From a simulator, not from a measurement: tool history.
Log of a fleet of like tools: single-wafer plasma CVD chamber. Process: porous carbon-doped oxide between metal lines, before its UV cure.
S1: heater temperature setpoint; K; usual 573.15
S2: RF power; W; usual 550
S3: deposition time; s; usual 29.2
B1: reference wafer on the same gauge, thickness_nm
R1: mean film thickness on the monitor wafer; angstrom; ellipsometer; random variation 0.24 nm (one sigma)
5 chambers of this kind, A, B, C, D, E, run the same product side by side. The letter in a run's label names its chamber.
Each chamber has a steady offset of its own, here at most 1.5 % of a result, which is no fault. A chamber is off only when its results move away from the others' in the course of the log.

run	day	S1	S2	S3	B1	R1
1E	0.133	573.15	550	29.2	152.00	1677.6
2D	0.329	573.15	550	29.2	152.06	1677.4
3A	0.533	573.15	550	29.2	152.10	1688.1
4C	0.675	573.15	550	29.2	152.09	1698.6
5B	0.842	573.15	550	29.2	152.10	1681.8
6B	1.083	573.15	550	29.2	152.13	1677.9
7D	1.250	573.15	550	29.2	152.12	1683.7
8A	1.454	573.15	550	29.2	152.24	1688.7
9E	1.708	587.15	550	29.2	152.24	1550.9
10C	1.942	587.15	550	29.2	152.22	1580.9
11C	2.171	587.15	550	29.2	152.27	1578.4
12B	2.438	587.15	550	29.2	152.29	1557.8
13A	2.688	587.15	550	29.2	152.33	1565.6
14D	2.962	573.15	550	29.2	152.34	1686.0
15E	3.175	573.15	550	29.2	152.34	1678.1
16A	3.321	573.15	550	29.2	152.39	1692.3
17D	3.592	573.15	550	29.2	152.43	1682.1
18E	3.833	573.15	550	29.2	152.52	1676.5
# day 3.854: chamber E: thermocouple changed; heater temperature recalibrated
19B	3.996	573.15	550	29.2	152.49	1683.0
# day 4.188: chamber C: thermocouple changed; heater temperature recalibrated
20C	4.292	573.15	550	29.2	152.50	1707.3
# day 4.421: chamber D: RF generator calibrated
21C	4.421	573.15	550	29.2	152.53	1705.6
22E	4.575	573.15	550	29.2	152.53	1680.6
23A	4.758	573.15	550	29.2	152.52	1698.2
24D	4.950	573.15	550	29.2	152.64	1684.8
25B	5.238	573.15	550	29.2	152.63	1685.2
26A	5.379	573.15	550	29.2	152.62	1694.7
27D	5.679	578.15	505	29.2	152.66	1548.5
28E	5.888	578.15	505	29.2	152.73	1538.8
# day 5.962: chamber A: thermocouple changed; heater temperature recalibrated
29B	6.104	578.15	505	29.2	152.74	1545.8
30C	6.308	578.15	505	29.2	152.73	1568.6
31E	6.458	578.15	505	29.2	152.80	1540.7
32C	6.612	573.15	550	32.4	152.83	1888.8
33A	6.858	573.15	550	32.4	152.85	1873.9
34D	7.129	573.15	550	32.4	152.90	1866.4

Is one chamber off against the others, does the gauge drift, or is nothing wrong? If a chamber is off, say which, and what the likeliest cause is.

The gauge drifts, so all chambers seem to drift together. No chamber is off.
Cause: gauge reads high (%) = 0.585.

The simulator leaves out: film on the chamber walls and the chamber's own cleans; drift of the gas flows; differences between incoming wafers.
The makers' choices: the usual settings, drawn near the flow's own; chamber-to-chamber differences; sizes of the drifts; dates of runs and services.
